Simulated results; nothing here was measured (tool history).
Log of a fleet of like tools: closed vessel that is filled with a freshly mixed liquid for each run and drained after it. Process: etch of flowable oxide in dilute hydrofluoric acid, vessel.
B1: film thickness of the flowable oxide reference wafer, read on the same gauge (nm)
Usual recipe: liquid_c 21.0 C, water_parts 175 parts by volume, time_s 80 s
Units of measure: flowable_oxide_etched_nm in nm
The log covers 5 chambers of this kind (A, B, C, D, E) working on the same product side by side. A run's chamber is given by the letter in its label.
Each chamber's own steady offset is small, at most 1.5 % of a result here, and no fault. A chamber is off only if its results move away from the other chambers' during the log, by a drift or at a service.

run 1E day=0.304 | liquid_c=21.0 water_parts=175 time_s=80 | B1=70.015 | flowable_oxide_etched_nm=18.202
-- day=0.317 chamber A: hydrofluoric acid flow meter replaced
run 2B day=0.629 | liquid_c=21.0 water_parts=175 time_s=80 | B1=70.006 | flowable_oxide_etched_nm=18.462
run 3C day=0.867 | liquid_c=21.0 water_parts=175 time_s=80 | B1=69.996 | flowable_oxide_etched_nm=18.250
run 4A day=1.108 | liquid_c=21.0 water_parts=175 time_s=80 | B1=69.998 | flowable_oxide_etched_nm=18.303
run 5D day=1.338 | liquid_c=21.0 water_parts=175 time_s=80 | B1=70.040 | flowable_oxide_etched_nm=18.313
run 6E day=1.662 | liquid_c=21.0 water_parts=175 time_s=80 | B1=69.985 | flowable_oxide_etched_nm=18.170
run 7C day=1.829 | liquid_c=21.0 water_parts=175 time_s=80 | B1=69.983 | flowable_oxide_etched_nm=18.704
run 8D day=2.150 | liquid_c=21.0 water_parts=175 time_s=80 | B1=70.011 | flowable_oxide_etched_nm=18.347
run 9B day=2.442 | liquid_c=21.0 water_parts=175 time_s=80 | B1=69.992 | flowable_oxide_etched_nm=18.491
run 10A day=2.725 | liquid_c=21.0 water_parts=175 time_s=80 | B1=70.022 | flowable_oxide_etched_nm=18.170
-- day=2.883 chamber B: thermometer replaced
run 11D day=3.012 | liquid_c=21.0 water_parts=175 time_s=60 | B1=70.023 | flowable_oxide_etched_nm=13.676
run 12C day=3.221 | liquid_c=21.0 water_parts=175 time_s=60 | B1=69.977 | flowable_oxide_etched_nm=13.842
run 13B day=3.550 | liquid_c=21.0 water_parts=175 time_s=60 | B1=70.022 | flowable_oxide_etched_nm=13.740
run 14E day=3.867 | liquid_c=21.0 water_parts=175 time_s=60 | B1=69.992 | flowable_oxide_etched_nm=13.631
run 15A day=4.117 | liquid_c=21.0 water_parts=175 time_s=60 | B1=70.000 | flowable_oxide_etched_nm=13.750
run 16B day=4.333 | liquid_c=21.0 water_parts=175 time_s=80 | B1=70.003 | flowable_oxide_etched_nm=18.341
run 17E day=4.675 | liquid_c=21.0 water_parts=175 time_s=80 | B1=69.992 | flowable_oxide_etched_nm=18.369
run 18A day=4.921 | liquid_c=21.0 water_parts=175 time_s=80 | B1=70.021 | flowable_oxide_etched_nm=18.249
run 19D day=5.133 | liquid_c=21.0 water_parts=175 time_s=80 | B1=69.976 | flowable_oxide_etched_nm=18.415
run 20C day=5.458 | liquid_c=21.0 water_parts=175 time_s=80 | B1=69.981 | flowable_oxide_etched_nm=18.296
run 21A day=5.638 | liquid_c=21.0 water_parts=175 time_s=80 | B1=69.982 | flowable_oxide_etched_nm=18.133
run 22C day=5.821 | liquid_c=21.0 water_parts=175 time_s=80 | B1=70.003 | flowable_oxide_etched_nm=18.464
run 23D day=6.054 | liquid_c=21.0 water_parts=175 time_s=80 | B1=69.998 | flowable_oxide_etched_nm=18.257
run 24E day=6.333 | liquid_c=21.0 water_parts=175 time_s=80 | B1=70.019 | flowable_oxide_etched_nm=18.738
run 25B day=6.667 | liquid_c=21.0 water_parts=175 time_s=80 | B1=69.986 | flowable_oxide_etched_nm=18.476
run 26D day=6.962 | liquid_c=24.5 water_parts=230 time_s=80 | B1=70.010 | flowable_oxide_etched_nm=14.910
run 27B day=7.288 | liquid_c=24.5 water_parts=230 time_s=80 | B1=69.982 | flowable_oxide_etched_nm=15.027
run 28A day=7.529 | liquid_c=24.5 water_parts=230 time_s=80 | B1=69.981 | flowable_oxide_etched_nm=14.922
run 29E day=7.833 | liquid_c=24.5 water_parts=230 time_s=80 | B1=69.969 | flowable_oxide_etched_nm=15.320
run 30C day=8.050 | liquid_c=24.5 water_parts=230 time_s=80 | B1=69.999 | flowable_oxide_etched_nm=15.155
-- day=8.312 chamber D: thermometer replaced
run 31C day=8.383 | liquid_c=22.5 water_parts=145 time_s=80 | B1=70.006 | flowable_oxide_etched_nm=24.339
run 32E day=8.596 | liquid_c=22.5 water_parts=145 time_s=80 | B1=69.990 | flowable_oxide_etched_nm=25.095
run 33D day=8.954 | liquid_c=22.5 water_parts=145 time_s=80 | B1=69.978 | flowable_oxide_etched_nm=24.242
run 34A day=9.262 | liquid_c=22.5 water_parts=145 time_s=80 | B1=70.006 | flowable_oxide_etched_nm=24.286
run 35B day=9.600 | liquid_c=22.5 water_parts=145 time_s=80 | B1=69.981 | flowable_oxide_etched_nm=24.509
run 36B day=9.904 | liquid_c=21.0 water_parts=175 time_s=45 | B1=70.017 | flowable_oxide_etched_nm=10.298
run 37E day=10.175 | liquid_c=21.0 water_parts=175 time_s=45 | B1=70.012 | flowable_oxide_etched_nm=10.856
run 38A day=10.400 | liquid_c=21.0 water_parts=175 time_s=45 | B1=69.988 | flowable_oxide_etched_nm=10.268
run 39D day=10.746 | liquid_c=21.0 water_parts=175 time_s=45 | B1=69.995 | flowable_oxide_etched_nm=10.401
run 40C day=10.988 | liquid_c=21.0 water_parts=175 time_s=45 | B1=70.000 | flowable_oxide_etched_nm=10.402
run 41A day=11.325 | liquid_c=21.0 water_parts=175 time_s=80 | B1=69.989 | flowable_oxide_etched_nm=18.101

Read the log: is a single chamber off, either drifting away or since a service, is the gauge that measures every chamber drifting, or is nothing wrong beyond small per-chamber offsets? Name any odd chamber and what most likely caused it.

Chamber E drifts away from the others.
What lies behind it: liquid hotter than its thermometer reads (K) = 1.79.
The log may not tell that from: hydrofluoric acid flow above the setpoint (%).

Here are 4 candidates for chamber E's next run, each the usual settings with a change, their results left as question marks. Which one brings its results back in line with what the others give on the usual settings?
Counts as in line when no further than this from what the other chambers average on the usual settings: flowable_oxide_etched_nm 0.410 nm
run 42E-1 day=11.579 | liquid_c=21.0 water_parts=160 time_s=80 | flowable_oxide_etched_nm=?
run 42E-2 day=11.579 | liquid_c=21.0 water_parts=190 time_s=80 | flowable_oxide_etched_nm=?
run 42E-3 day=11.579 | liquid_c=21.0 water_parts=175 time_s=75 | flowable_oxide_etched_nm=?
run 42E-4 day=11.579 | liquid_c=21.0 water_parts=175 time_s=85 | flowable_oxide_etched_nm=?

Average result of the remaining chambers running the usual settings: flowable_oxide_etched_nm 18.308 nm
run=42E-1 flowable_oxide_etched_nm=21.553
run=42E-2 flowable_oxide_etched_nm=17.609
run=42E-3 flowable_oxide_etched_nm=18.196
run=42E-4 flowable_oxide_etched_nm=20.622
The right change is 42E-3: it brings the chamber back within the allowed miss of the others.

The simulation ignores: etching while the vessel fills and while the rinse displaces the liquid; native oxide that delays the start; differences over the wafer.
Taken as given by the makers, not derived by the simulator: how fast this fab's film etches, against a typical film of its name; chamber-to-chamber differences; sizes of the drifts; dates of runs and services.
